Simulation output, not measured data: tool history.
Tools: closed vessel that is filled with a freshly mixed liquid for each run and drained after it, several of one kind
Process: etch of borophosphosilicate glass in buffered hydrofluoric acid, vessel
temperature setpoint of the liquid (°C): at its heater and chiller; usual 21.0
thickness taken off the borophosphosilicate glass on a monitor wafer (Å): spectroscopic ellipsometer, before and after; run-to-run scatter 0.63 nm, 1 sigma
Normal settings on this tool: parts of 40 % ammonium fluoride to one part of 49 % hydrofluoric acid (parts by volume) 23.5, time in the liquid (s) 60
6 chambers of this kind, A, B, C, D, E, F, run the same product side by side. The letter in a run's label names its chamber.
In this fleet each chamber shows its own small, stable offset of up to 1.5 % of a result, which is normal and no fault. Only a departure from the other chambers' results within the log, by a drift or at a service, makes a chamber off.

run	hour	temperature setpoint of the liquid (°C)	parts of 40 % ammonium fluoride to one part of 49 % hydrofluoric acid (parts by volume)	time in the liquid (s)	read-back film thickness of the borophosphosilicate glass reference wafer, read on the same gauge (nm)	thickness taken off the borophosphosilicate glass on a monitor wafer (Å)
1F	5.8	21.0	23.5	60	149.99	774.72
2C	14.5	21.0	23.5	60	150.01	768.75
3D	19.6	21.0	23.5	60	150.01	768.16
4B	27.1	21.0	23.5	60	150.03	793.54
5A	33.7	21.0	23.5	60	150.00	772.41
6E	40.1	21.0	23.5	60	149.96	759.68
7D	48.2	21.0	23.5	60	149.99	773.20
8B	55.9	21.0	23.5	60	150.01	784.62
9E	64.1	21.0	23.5	60	149.98	756.17
10F	74.1	21.0	27.5	60	149.98	696.12
11C	84.2	21.0	27.5	60	150.00	676.61
12A	91.5	21.0	27.5	60	150.02	699.79
13B	102.2	21.0	27.5	60	149.95	708.69
14D	112.5	21.0	27.5	60	149.99	695.07
15C	117.8	21.0	27.5	60	150.03	686.01
16E	127.5	17.0	19.5	60	150.01	694.88
17F	134.8	17.0	19.5	60	150.03	701.83
18A	144.2	17.0	19.5	60	149.95	705.81
19F	150.8	17.0	19.5	60	150.00	706.30
20E	158.0	17.0	19.5	60	150.00	708.53
21B	168.1	17.0	19.5	60	149.99	700.08
22C	174.4	21.0	23.5	60	149.99	765.65
23D	180.8	21.0	23.5	60	150.00	776.47
24A	187.0	21.0	23.5	60	150.01	774.10
# hour 188.9: chamber F: hydrofluoric acid flow meter replaced
25E	197.0	18.0	23.5	50	150.01	531.61
26B	203.3	18.0	23.5	50	150.02	542.48
27F	209.8	18.0	23.5	50	150.02	541.86
28C	219.0	18.0	23.5	50	150.00	543.49
29D	229.9	18.0	23.5	50	150.04	542.33
30A	240.1	18.0	23.5	50	150.00	544.84
31A	245.9	21.0	23.5	60	150.03	774.73
32F	256.3	21.0	16.5	85	150.00	1472.20
33C	262.2	21.0	16.5	85	149.99	1471.00
34D	268.2	21.0	16.5	85	149.99	1482.00
35B	275.4	21.0	16.5	85	149.95	1378.70
36E	285.2	21.0	16.5	85	150.00	1455.60
37F	292.2	21.0	16.5	85	150.01	1476.40
38D	297.2	17.5	23.5	30	150.01	320.44
39A	303.0	17.5	23.5	30	150.02	322.70
40B	309.3	17.5	23.5	30	150.00	305.89
41E	315.4	17.5	23.5	30	150.02	310.38
42C	325.1	17.5	23.5	30	149.97	313.22

Is one chamber off against the others, does the gauge drift, or is nothing wrong? If a chamber is off, say which, and what the likeliest cause is.

Little by little, chamber B moves away from the other chambers.
Likeliest cause: hydrofluoric acid flow below the setpoint (%) = 9.98.
With only this log, it may be confused with: liquid colder than its thermometer reads (K).

Which of the 4 candidates below, each the usual settings with something changed and its results left as question marks, puts chamber B back in line with what the other chambers give on the usual settings?
A result is in line if it is within this distance of the other chambers' mean on the usual settings: thickness taken off the borophosphosilicate glass on a monitor wafer (Å) 22.00
43B-1	333.0	20.5	24.5	60		?
43B-2	333.0	21.0	20.0	60		?
43B-3	333.0	20.5	23.5	55		?
43B-4	333.0	21.0	21.5	60		?

The mean the other chambers reach with the usual settings: thickness taken off the borophosphosilicate glass on a monitor wafer (Å) 769.91
run	thickness taken off the borophosphosilicate glass on a monitor wafer (Å)
43B-1	692.13
43B-2	819.03
43B-3	653.06
43B-4	779.00
43B-4 is the one that brings the chamber's results back in line with the other chambers.
